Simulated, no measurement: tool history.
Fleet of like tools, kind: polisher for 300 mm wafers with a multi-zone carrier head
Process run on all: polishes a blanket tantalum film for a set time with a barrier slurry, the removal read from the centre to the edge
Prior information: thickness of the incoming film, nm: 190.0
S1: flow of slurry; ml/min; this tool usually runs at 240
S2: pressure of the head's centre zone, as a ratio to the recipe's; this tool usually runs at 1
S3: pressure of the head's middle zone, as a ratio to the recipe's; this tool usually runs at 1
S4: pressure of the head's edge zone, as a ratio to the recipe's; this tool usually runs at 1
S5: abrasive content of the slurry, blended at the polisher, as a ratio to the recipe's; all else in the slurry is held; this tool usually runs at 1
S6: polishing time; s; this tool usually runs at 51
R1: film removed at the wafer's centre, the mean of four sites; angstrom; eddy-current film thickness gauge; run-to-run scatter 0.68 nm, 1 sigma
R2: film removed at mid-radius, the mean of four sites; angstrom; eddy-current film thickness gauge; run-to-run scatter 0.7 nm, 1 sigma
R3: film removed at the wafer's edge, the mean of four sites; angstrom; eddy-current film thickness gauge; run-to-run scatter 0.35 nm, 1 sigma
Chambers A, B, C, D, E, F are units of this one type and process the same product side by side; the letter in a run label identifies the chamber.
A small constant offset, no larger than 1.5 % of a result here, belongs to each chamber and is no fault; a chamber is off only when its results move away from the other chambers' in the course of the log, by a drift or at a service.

run	hour	S1	S2	S3	S4	S5	S6	R1	R2	R3
# hour 2.7: chamber E: slurry nozzle cleaned
1C	7.5	240	1	1	1	1	51	549.61	540.3	549.69
# hour 9.1: chamber D: worn pad replaced by a new one
2A	12.9	240	1	1	1	1	51	545.55	556.31	544
3F	18.2	240	1	1	1	1	51	565.5	557.26	545.74
4B	24.8	240	1	1	1	1	51	543.5	543.3	548.1
# hour 27.8: chamber F: worn pad replaced by a new one
5D	29.7	240	1	1	1	1	51	547.21	546.61	543.03
# hour 34.4: chamber B: centre zone pressure recalibrated
# hour 34.5: chamber A: worn pad replaced by a new one
6E	37.5	240	1	1	1	1	51	558.62	548.25	540.53
# hour 39: chamber E: worn pad replaced by a new one
7B	44.7	240	1	1	1	1	51	545.63	528.3	540.68
8D	50.1	240	1	1	1	1	51	546.14	537.34	546.21
# hour 50.2: chamber C: worn pad replaced by a new one
9E	57	240	1	1	1	1	51	560.03	537.88	535.81
# hour 62.6: chamber B: worn pad replaced by a new one
10A	64.9	240	1	1	1	1	51	531.67	551.9	546.81
11C	71.2	240	1	1	1	1	51	548.35	536.91	544.56
12F	78.5	240	1	1	1	1	51	556.01	547.93	544.1
# hour 79: chamber F: slurry nozzle cleaned
13D	83.7	240	1	1	1	1	51	553.84	538.61	535.46
# hour 83.9: chamber D: worn pad replaced by a new one
# hour 86.3: chamber E: worn pad replaced by a new one
14B	90.1	240	1	1	1	1	51	539.39	535.14	547.66
# hour 95.3: chamber C: worn pad replaced by a new one
15E	95.9	240	1	1	0.89	1	65	705.33	689.86	651.44
16A	102.3	240	1	1	0.89	1	65	697.37	701.29	655.91
# hour 107.4: chamber A: worn pad replaced by a new one
17F	108.4	240	1	1	0.89	1	65	711.03	699.41	651.6
# hour 108.8: chamber F: worn pad replaced by a new one
18C	113.3	240	1	1	0.89	1	65	686.27	695.48	657.43
19E	119.4	240	1	1	0.89	1	65	691.2	688.59	650.4
20A	127.1	240	1	1	0.89	1	65	693.99	694.4	667.67
# hour 131.1: chamber B: worn pad replaced by a new one
21D	135.5	240	1	1	1	1	51	534.66	536.18	529.45
# hour 136.6: chamber B: slurry nozzle cleaned
# hour 137.6: chamber C: edge zone pressure recalibrated
# hour 137.9: chamber E: worn pad replaced by a new one
22C	139.8	240	1	1	1	1	51	542.51	540.69	553.27
23B	145.2	275	1	1	1	1	67	740.21	745.41	733.01
# hour 149.3: chamber C: worn pad replaced by a new one
24F	153.9	275	1	1	1	1	67	728.49	738.18	720.46
# hour 159.1: chamber A: edge zone pressure recalibrated
25D	162.7	275	1	1	1	1	67	716.92	685.49	703.81
# hour 168.8: chamber A: worn pad replaced by a new one
# hour 169.8: chamber D: worn pad replaced by a new one
26C	170.4	275	1	1	1	1	67	720.75	723.38	731.25
27F	174.4	275	1	1	1	1	67	743.75	724.73	730.5
28B	179	275	1	1	1	1	67	728.3	708.6	725.35
# hour 182.2: chamber E: worn pad replaced by a new one
29A	185.5	240	1	1	1	1	51	544.01	544.61	553.85
# hour 187.3: chamber F: worn pad replaced by a new one
30E	191.8	240	1	1	1	1	51	546.09	536.03	534.42
31B	197.8	240	1	1	1	1	51	552.91	546.75	550
# hour 198.6: chamber C: worn pad replaced by a new one
32A	204.8	240	1	1	1	1	51	550.66	540.84	544.21
33C	209.4	240	1	1	1	1	51	533.87	549.99	541.3
# hour 215.5: chamber E: slurry nozzle cleaned
34D	217.8	290	1	1	1	1.1	51	540.96	543.53	553.04
35E	222.4	290	1	1	1	1.1	51	581.32	569.15	562.22
36F	229.5	290	1	1	1	1.1	51	580.83	567.21	565
# hour 230.9: chamber E: worn pad replaced by a new one
37E	235.9	290	1	1	1	1.1	51	569.36	581.2	560.25

Read the log: is a single chamber off, either drifting away or since a service, is the gauge that measures every chamber drifting, or is nothing wrong beyond small per-chamber offsets? Name any odd chamber and what most likely caused it.

Chamber D drifts away from the others.
Cause: slurry flow missing at the pad, % = 36.6.

Which of the 4 candidates below, each the usual settings with something changed and its results left as question marks, puts chamber D back in line with what the other chambers give on the usual settings?
In-line tolerance around the mean of the other chambers on the usual settings: R1 24 angstrom; R2 24 angstrom; R3 12 angstrom
38D-1	242.6	240	1	1	1	1	50	?	?	?
38D-2	242.6	235	0.99	0.99	1.01	1	48	?	?	?
38D-3	242.6	240	1	1	1	1	52	?	?	?
38D-4	242.6	245	1.01	1.01	0.99	1	54	?	?	?

Average result of the remaining chambers running the usual settings: R1 547.61 angstrom; R2 544.34 angstrom; R3 544.67 angstrom
run	R1	R2	R3
38D-1	492.35	495.47	505.47
38D-2	465.27	469.33	486.43
38D-3	512.05	515.29	525.69
38D-4	540.02	542.18	544.5
38D-4 is the one that brings the chamber's results back in line with the other chambers.
